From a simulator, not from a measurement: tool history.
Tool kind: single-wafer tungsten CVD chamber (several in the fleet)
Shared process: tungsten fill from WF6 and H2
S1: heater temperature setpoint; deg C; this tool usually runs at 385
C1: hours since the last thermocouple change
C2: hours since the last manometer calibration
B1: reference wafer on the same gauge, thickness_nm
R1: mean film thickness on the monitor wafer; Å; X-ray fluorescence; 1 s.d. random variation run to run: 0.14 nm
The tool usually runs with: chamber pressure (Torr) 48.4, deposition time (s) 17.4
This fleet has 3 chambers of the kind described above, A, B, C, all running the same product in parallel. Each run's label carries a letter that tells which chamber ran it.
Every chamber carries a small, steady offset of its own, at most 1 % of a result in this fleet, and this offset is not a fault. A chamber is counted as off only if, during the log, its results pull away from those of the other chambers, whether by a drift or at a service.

Run 1B, day 0.471: usual settings; C1 1113.0; C2 897.6; B1 55.435. Result: R1 474.44 Å.
Run 2A, day 0.871: usual settings; C1 1251.4; C2 1001.8; B1 55.455. Result: R1 468.99 Å.
Run 3C, day 1.254: usual settings; C1 1902.6; C2 2123.2; B1 55.493. Result: R1 476.84 Å.
Run 4C, day 1.750: usual settings; C1 1914.5; C2 2135.1; B1 55.492. Result: R1 477.57 Å.
Run 5A, day 2.112: usual settings; C1 1281.2; C2 1031.6; B1 55.475. Result: R1 469.58 Å.
Run 6B, day 2.458: usual settings; C1 1160.7; C2 945.3; B1 55.503. Result: R1 474.13 Å.
At day 2.838: chamber A: capacitance manometer re-zeroed and calibrated.
Run 7B, day 2.883: usual settings; C1 1170.9; C2 955.5; B1 55.494. Result: R1 477.37 Å.
Run 8A, day 3.154: usual settings; C1 1306.2; C2 7.6; B1 55.454. Result: R1 470.49 Å.
Run 9C, day 3.529: usual settings; C1 1957.2; C2 2177.8; B1 55.523. Result: R1 475.32 Å.
Run 10B, day 4.067: usual settings; C1 1199.3; C2 983.9; B1 55.489. Result: R1 475.14 Å.
At day 4.262: chamber C: thermocouple changed; heater temperature recalibrated.
Run 11C, day 4.308: usual settings but S1 380 deg C, chamber pressure (Torr) 53.1; C1 1.2; C2 2196.5; B1 55.489. Result: R1 435.48 Å.
Run 12A, day 4.662: usual settings but S1 380 deg C, chamber pressure (Torr) 53.1; C1 1342.4; C2 43.8; B1 55.542. Result: R1 446.32 Å.
Run 13C, day 4.983: usual settings but S1 380 deg C, chamber pressure (Torr) 53.1; C1 17.4; C2 2212.7; B1 55.480. Result: R1 436.43 Å.
Run 14B, day 5.246: usual settings; C1 1227.6; C2 1012.2; B1 55.526. Result: R1 477.28 Å.
Run 15A, day 5.658: usual settings; C1 1366.3; C2 67.7; B1 55.473. Result: R1 469.23 Å.
Run 16C, day 6.054: usual settings; C1 43.1; C2 2238.4; B1 55.444. Result: R1 462.28 Å.
Run 17A, day 6.571: usual settings; C1 1388.2; C2 89.6; B1 55.504. Result: R1 471.85 Å.
Run 18B, day 7.054: usual settings but chamber pressure (Torr) 59.6; C1 1271.0; C2 1055.6; B1 55.530. Result: R1 523.17 Å.
Run 19A, day 7.479: usual settings but chamber pressure (Torr) 59.6; C1 1410.0; C2 111.4; B1 55.510. Result: R1 516.71 Å.
Run 20C, day 7.992: usual settings but chamber pressure (Torr) 59.6; C1 89.6; C2 2284.9; B1 55.507. Result: R1 507.48 Å.
Run 21B, day 8.433: usual settings; C1 1304.1; C2 1088.7; B1 55.507. Result: R1 475.87 Å.
Run 22A, day 8.954: usual settings but S1 371 deg C, deposition time (s) 19.1; C1 1445.4; C2 146.8; B1 55.477. Result: R1 389.58 Å.
Run 23C, day 9.479: usual settings but S1 371 deg C, deposition time (s) 19.1; C1 125.3; C2 2320.6; B1 55.503. Result: R1 378.62 Å.
Run 24B, day 9.838: usual settings but S1 371 deg C, deposition time (s) 19.1; C1 1337.8; C2 1122.4; B1 55.523. Result: R1 392.40 Å.
Run 25B, day 10.338: usual settings; C1 1349.8; C2 1134.4; B1 55.523. Result: R1 477.50 Å.
Run 26C, day 10.879: usual settings but S1 373 deg C; C1 158.9; C2 2354.2; B1 55.531. Result: R1 360.71 Å.
Run 27A, day 11.333: usual settings but S1 373 deg C; C1 1502.5; C2 203.9; B1 55.506. Result: R1 369.53 Å.
Run 28B, day 11.575: usual settings but S1 373 deg C; C1 1379.5; C2 1164.1; B1 55.513. Result: R1 371.67 Å.

One chamber off, gauge drift, or nothing amiss beyond the chambers' own small offsets? If it is a chamber, which one, and what is the likeliest cause?

Chamber C has stood off from the others ever since a service on it.
Likeliest cause: wafer temperature below the value expected at the setpoint (K) = 1.64.

Below are 4 candidate recipes for chamber C's next run, each the usual settings with a change, their results shown as question marks. Which of them brings C's results back in line with what the other chambers give on the usual settings?
Counts as in line when no further than this from what the other chambers average on the usual settings: R1 5.00 Å
Run 29C-1, day 11.967: usual settings but S1 386 deg C, chamber pressure (Torr) 48.6, deposition time (s) 17.5. Result: R1 ?.
Run 29C-2, day 11.967: usual settings but chamber pressure (Torr) 47.8, deposition time (s) 17.1. Result: R1 ?.
Run 29C-3, day 11.967: usual settings but chamber pressure (Torr) 53.2. Result: R1 ?.
Run 29C-4, day 11.967: usual settings but chamber pressure (Torr) 47.2, deposition time (s) 16.8. Result: R1 ?.

What the other chambers average on the usual settings: R1 473.22 Å
  run      R1
29C-1  473.68
29C-2  450.17
29C-3  481.03
29C-4  439.67
It is 29C-1 that realigns the chamber with its peers.
